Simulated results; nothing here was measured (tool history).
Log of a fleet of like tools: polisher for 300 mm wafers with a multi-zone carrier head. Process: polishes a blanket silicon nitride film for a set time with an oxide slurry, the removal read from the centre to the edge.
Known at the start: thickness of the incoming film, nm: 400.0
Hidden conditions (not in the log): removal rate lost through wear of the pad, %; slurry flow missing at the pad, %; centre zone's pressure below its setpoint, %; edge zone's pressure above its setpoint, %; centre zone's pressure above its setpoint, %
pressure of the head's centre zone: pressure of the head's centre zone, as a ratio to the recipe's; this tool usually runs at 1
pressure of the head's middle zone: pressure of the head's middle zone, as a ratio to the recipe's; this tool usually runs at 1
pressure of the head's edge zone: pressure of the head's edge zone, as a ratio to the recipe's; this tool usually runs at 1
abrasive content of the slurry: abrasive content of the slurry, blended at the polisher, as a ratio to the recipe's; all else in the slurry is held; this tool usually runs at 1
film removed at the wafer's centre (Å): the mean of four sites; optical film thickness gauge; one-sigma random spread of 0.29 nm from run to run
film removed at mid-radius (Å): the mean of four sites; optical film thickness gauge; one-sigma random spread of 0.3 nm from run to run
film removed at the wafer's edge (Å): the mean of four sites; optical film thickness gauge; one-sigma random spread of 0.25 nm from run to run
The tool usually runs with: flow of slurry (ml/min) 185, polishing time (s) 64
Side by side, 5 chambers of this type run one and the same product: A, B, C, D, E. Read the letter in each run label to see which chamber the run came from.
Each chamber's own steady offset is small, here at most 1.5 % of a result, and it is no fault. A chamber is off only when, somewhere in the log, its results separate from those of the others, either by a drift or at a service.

run,hour,flow of slurry (ml/min),pressure of the head's centre zone,pressure of the head's middle zone,pressure of the head's edge zone,abrasive content of the slurry,polishing time (s),wafers polished on this pad,hours since the slurry nozzle was cleaned,hours since the centre zone pressure was calibrated,hours since the edge zone pressure was calibrated,film removed at the wafer's centre (Å),film removed at mid-radius (Å),film removed at the wafer's edge (Å)
# hour 13: chamber B: worn pad replaced by a new one
1C,13.5,185,1,1,1,1,64,730,200.6,1400.2,119.9,390.94,388.22,390.81
# hour 24: chamber E: slurry nozzle cleaned
2D,26.5,185,1,1,1,1,64,337,172,986.5,231.5,384.59,392.99,390.63
# hour 27.1: chamber C: worn pad replaced by a new one
# hour 32.4: chamber B: centre zone pressure recalibrated
3A,41.4,185,1,1,1,1,64,626,167.6,194.3,492.8,398.28,392.83,387.05
# hour 48.7: chamber C: centre zone pressure recalibrated
4E,49.6,185,1,1,1,1,64,1206,25.6,208.7,412.2,398.89,385.81,391.37
# hour 53.7: chamber E: worn pad replaced by a new one
5B,62.8,185,1,1,1,1,64,544,233.7,30.4,876.8,393.62,394.25,394.54
6E,75,185,1,1,1,1,64,233,51,234.1,437.6,393.94,397.37,386.25
# hour 81.7: chamber D: worn pad replaced by a new one
7B,85,165,1,0.96,1,1,64,787,255.9,52.6,899,382.43,369.93,386.18
8C,95.1,165,1,0.96,1,1,64,744,282.2,46.4,201.5,381.5,371.05,384.41
# hour 97.9: chamber B: worn pad replaced by a new one
9D,102.9,165,1,0.96,1,1,64,232,248.4,1062.9,307.9,383.42,365.84,389.13
# hour 105.8: chamber C: worn pad replaced by a new one
10A,115.9,165,1,0.96,1,1,64,1441,242.1,268.8,567.3,393.96,365.42,386.23
# hour 119.5: chamber A: worn pad replaced by a new one
11D,130.8,165,1,0.96,1,1,64,537,276.3,1090.8,335.8,383.8,370.1,384.7
12E,145.8,185,1,1,1,1,64,1007,121.8,304.9,508.4,391.13,389.42,386.16
13A,156.4,185,1,1,1,1,64,404,282.6,309.3,607.8,394.37,389.22,393.66
# hour 166.2: chamber A: edge zone pressure recalibrated
# hour 166.7: chamber E: worn pad replaced by a new one
14C,167.9,235,1,1,0.9,1,64,679,355,119.2,274.3,403.39,402.33,380.56
# hour 168.3: chamber D: worn pad replaced by a new one
# hour 178.2: chamber B: worn pad replaced by a new one
15B,179.7,235,1,1,0.9,1,64,16,350.6,147.3,993.7,404.09,406.08,375.91
# hour 185.8: chamber C: worn pad replaced by a new one
# hour 189.5: chamber D: centre zone pressure recalibrated
16C,192,235,1,1,0.9,1,64,67,379.1,143.3,298.4,403.02,393.38,377.11
17A,201.6,235,1,1,0.9,1,64,899,327.8,354.5,35.4,406.66,399.89,375.65
18B,215.9,235,1,1,0.9,1,64,412,386.8,183.5,1029.9,405.16,409.29,379.65
# hour 222.4: chamber A: slurry nozzle cleaned
19E,226.6,185,1,0.91,1,1,64,655,202.6,385.7,589.2,392.05,355.43,385.68
# hour 226.7: chamber C: edge zone pressure recalibrated
# hour 227.3: chamber A: worn pad replaced by a new one
20D,239.8,185,1,0.91,1,1,64,782,385.3,50.3,444.8,380.07,355.28,386.18
21A,250.3,185,1,0.91,1,1,64,251,27.9,403.2,84.1,393.03,358.35,392.48
# hour 258.5: chamber B: worn pad replaced by a new one
22E,262.9,185,1,0.91,1,1,64,1052,238.9,422,625.5,393.58,362.19,387.02
# hour 265.1: chamber D: worn pad replaced by a new one
# hour 273.1: chamber C: worn pad replaced by a new one
# hour 275.8: chamber E: worn pad replaced by a new one
23B,279.2,185,1,0.91,1,1,64,227,450.1,246.8,1093.2,388.31,361.91,388.68
# hour 288.4: chamber D: edge zone pressure recalibrated
24C,289.9,185,1,1,1,1,64,184,477,241.2,63.2,386.37,383.3,395.53
# hour 302.3: chamber C: slurry nozzle cleaned
25D,304.7,185,1,1,1,1,64,433,450.2,115.2,16.4,372.16,381.93,383.31
26C,317.5,185,1,1,1,1,64,486,15.3,268.8,90.8,392.63,388.72,393.05
27E,329.1,185,1,1,1,1,64,583,305.1,488.2,691.7,386.16,390.79,385.62
# hour 335.4: chamber B: worn pad replaced by a new one
28A,340.7,185,1,1,1,1,64,1240,118.3,493.6,174.5,398.21,395.22,394.83
# hour 344.9: chamber B: edge zone pressure recalibrated
# hour 351.6: chamber E: edge zone pressure recalibrated
29B,354.5,185,1,1,1,1,64,209,525.4,322.1,9.7,387.85,396.19,391.5
# hour 354.7: chamber A: worn pad replaced by a new one
# hour 361.1: chamber D: worn pad replaced by a new one
# hour 366.1: chamber C: worn pad replaced by a new one
# hour 366.4: chamber B: centre zone pressure recalibrated
30D,369.1,185,1,1,1,1,64,87,514.6,179.6,80.8,363.58,375.14,375.34
# hour 376.5: chamber E: worn pad replaced by a new one
31A,379.1,185,1,1,1,1.15,64,267,156.7,532,212.9,417.59,417.85,415.27
32C,395.1,185,1,1,1,1.15,64,317,92.9,346.4,168.4,415.54,413.22,418.38
33E,403.5,185,1,1,1,1.15,64,295,379.5,562.6,51.9,415.57,416.37,409.53
34B,411.4,185,1,1,1,1.15,64,832,582.3,45.1,66.6,411.79,416.13,410.64
# hour 417: chamber B: worn pad replaced by a new one
35D,422.8,185,1,1,1,1.15,64,675,568.3,233.3,134.5,379.93,394.26,397.06
36D,433.4,185,1,1,1,1,64,791,578.9,243.9,145.1,361.72,364.96,374.42
37B,445.4,185,1,1,1,1,64,311,616.3,79.1,100.6,391.51,394.14,392.41

Which is it: a chamber that has drifted or been left off by a service, a gauge drift common to all chambers, or only each chamber's usual small offset? If a chamber is off, name it and its likeliest cause.

Chamber D drifts away from the others.
Most likely cause: slurry flow missing at the pad, % = 33.

Here are 4 candidates for chamber D's next run, each the usual settings with a change, their results left as question marks. Which one brings its results back in line with what the others give on the usual settings?
In line here means within this much of the mean the other chambers give on the usual settings: film removed at the wafer's centre (Å) 10; film removed at mid-radius (Å) 11; film removed at the wafer's edge (Å) 8.8
38D-1,457.4,180,0.97,0.99,1.01,1,61,,,,,?,?,?
38D-2,457.4,195,1.05,1.02,0.97,1.05,70,,,,,?,?,?
38D-3,457.4,175,0.96,0.98,1.03,0.95,59,,,,,?,?,?
38D-4,457.4,190,1.03,1.01,0.99,1,68,,,,,?,?,?

Average result of the remaining chambers running the usual settings: film removed at the wafer's centre (Å) 391.29; film removed at mid-radius (Å) 391.57; film removed at the wafer's edge (Å) 390.19
run,film removed at the wafer's centre (Å),film removed at mid-radius (Å),film removed at the wafer's edge (Å)
38D-1,325.99,341.22,354.01
38D-2,426.28,418.73,411.68
38D-3,302,317.12,336.24
38D-4,393.93,392.06,393.77
The answer is 38D-4, which returns the chamber to within the allowed miss of the others.
